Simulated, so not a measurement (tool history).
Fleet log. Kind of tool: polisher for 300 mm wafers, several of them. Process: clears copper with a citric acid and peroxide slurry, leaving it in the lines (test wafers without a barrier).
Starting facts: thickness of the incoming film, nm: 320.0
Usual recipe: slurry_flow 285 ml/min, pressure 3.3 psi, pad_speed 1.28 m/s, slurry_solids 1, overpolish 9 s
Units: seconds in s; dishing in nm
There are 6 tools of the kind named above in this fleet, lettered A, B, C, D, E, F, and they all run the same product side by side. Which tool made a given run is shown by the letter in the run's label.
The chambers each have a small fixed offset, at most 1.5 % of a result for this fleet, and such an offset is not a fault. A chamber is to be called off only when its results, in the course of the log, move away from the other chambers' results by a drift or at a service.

run,hour,slurry_flow,pressure,pad_speed,slurry_solids,overpolish,wafers polished on this pad,hours since the slurry nozzle was cleaned,hours since the head pressure was calibrated,hours since the slurry blender was calibrated,seconds,dishing
1B,3.3,285,3.3,1.28,1,9,69,620.3,565.6,89.5,113.45,18.83
# hour 5.9: chamber E: slurry blender recalibrated
2F,9.7,285,3.3,1.28,1,9,634,156.5,539.1,235.3,110.46,19.349
3A,13.6,285,3.3,1.28,1,9,428,269.5,981.5,187.8,111.84,18.73
# hour 15.6: chamber D: worn pad replaced by a new one
4E,18.6,285,3.3,1.28,1,9,872,70,651.5,12.8,116.65,19.091
5D,21.8,285,3.3,1.28,1,9,67,316,230.2,131.9,113.58,19.621
6C,26.2,285,3.3,1.28,1,9,534,203.4,850.3,68,114.17,18.683
# hour 29.6: chamber F: head pressure recalibrated
7E,30.8,285,3.3,1.28,1,9,1003,82.2,663.7,25,117.13,19.055
# hour 35.8: chamber F: worn pad replaced by a new one
8B,36.5,285,3.3,1.28,1,9,426,653.5,598.8,122.7,114.93,19.358
9A,41.6,285,3.3,1.28,1,9,729,297.5,1009.5,215.8,115.86,19.792
10F,45.3,285,3.3,1.28,1,9,102,192.1,15.8,270.9,110,19.241
# hour 46.5: chamber E: worn pad replaced by a new one
11D,50.8,285,3.3,1.28,1,9,378,345,259.2,160.9,113.15,19.193
# hour 53.5: chamber C: worn pad replaced by a new one
12C,54.8,285,3.3,1.28,1,9,14,232,878.9,96.6,112,18.454
13B,58,285,3.3,1.28,1,9,657,675,620.3,144.2,111.06,19.077
# hour 61.2: chamber D: worn pad replaced by a new one
14D,61.2,285,3.3,1.28,1,9,0,355.4,269.6,171.3,112.62,19.38
15E,65.2,285,3.3,1.28,1,9,200,116.6,698.1,59.4,113.18,18.125
# hour 67.7: chamber B: slurry nozzle cleaned
16F,70.9,285,3.3,1.28,1,9,377,217.7,41.4,296.5,111.95,18.923
17A,74.1,285,3.3,1.28,1,9,1078,330,1042,248.3,115.49,19.854
18C,78.2,285,3.3,1.28,1,7,265,255.4,902.3,120,107.99,14.713
19C,84.3,285,3.3,1.28,1,7,331,261.5,908.4,126.1,112.38,15.152
20F,88.4,285,3.3,1.28,1,7,565,235.2,58.9,314,112.34,15.06
# hour 89.7: chamber B: worn pad replaced by a new one
21B,91.3,285,3.3,1.28,1,7,17,23.6,653.6,177.5,118.57,15.465
22E,94.2,285,3.3,1.28,1,7,512,145.6,727.1,88.4,114.7,14.708
23A,99.6,285,3.3,1.28,1,7,1351,355.5,1067.5,273.8,111.94,15.133
24D,102.8,335,3.3,1.28,1,9,447,397,311.2,212.9,113.15,19.951
25E,106.1,335,3.3,1.28,1,9,639,157.5,739,100.3,115.88,19.261
# hour 107.8: chamber A: worn pad replaced by a new one
# hour 109.3: chamber D: worn pad replaced by a new one
26C,112.2,335,3.3,1.28,1,9,630,289.4,936.3,154,112.13,19.758
27D,116,335,3.3,1.28,1,9,72,410.2,324.4,226.1,115.5,18.588
28F,121.6,335,3.3,1.28,1,9,921,268.4,92.1,347.2,114.83,19.273
29B,124.4,335,3.3,1.28,1,9,373,56.7,686.7,210.6,112.6,19.575
30A,127.4,285,3.3,1.28,1,9,210,383.3,1095.3,301.6,117.21,19.266
# hour 127.9: chamber C: worn pad replaced by a new one
31A,133.1,285,3.3,1.28,1,9,272,389,1101,307.3,111.2,19.475
# hour 134.4: chamber E: worn pad replaced by a new one
32C,136.8,285,3.3,1.28,1,9,95,314,960.9,178.6,114.89,19.196
# hour 139.9: chamber F: worn pad replaced by a new one
33F,143.1,285,2.4,1.28,1.1,9,35,289.9,113.6,368.7,150.51,14.812
# hour 145.2: chamber D: head pressure recalibrated
34B,146.5,285,2.4,1.28,1.1,9,610,78.8,708.8,232.7,158.1,14.431
35D,151.6,285,2.4,1.28,1.1,9,454,445.8,6.4,261.7,155.12,14.504
36E,156.1,285,2.4,1.28,1.1,9,233,207.5,789,150.3,152.86,14.796
# hour 157.1: chamber D: worn pad replaced by a new one
# hour 158.1: chamber D: slurry nozzle cleaned
37E,161.5,285,2.4,1.28,1.1,9,291,212.9,794.4,155.7,149.16,14.226
38B,165.5,285,2.4,1.28,1.1,9,814,97.8,727.8,251.7,153.18,14.401
39D,169.5,285,3.3,1.28,1,9,134,11.5,24.3,279.6,116.9,19.047

Each of the 6 chambers runs these same settings next. Fill in every chamber's results:
40A,174.1,285,3.3,1.28,1,5,,,,,?,?
40B,174.1,285,3.3,1.28,1,5,,,,,?,?
40C,174.1,285,3.3,1.28,1,5,,,,,?,?
40D,174.1,285,3.3,1.28,1,5,,,,,?,?
40E,174.1,285,3.3,1.28,1,5,,,,,?,?
40F,174.1,285,3.3,1.28,1,5,,,,,?,?

run,seconds,dishing
40A,115.89,10.857
40B,113.81,10.867
40C,114.8,10.647
40D,111.61,11.201
40E,115.46,11.225
40F,112.81,10.933
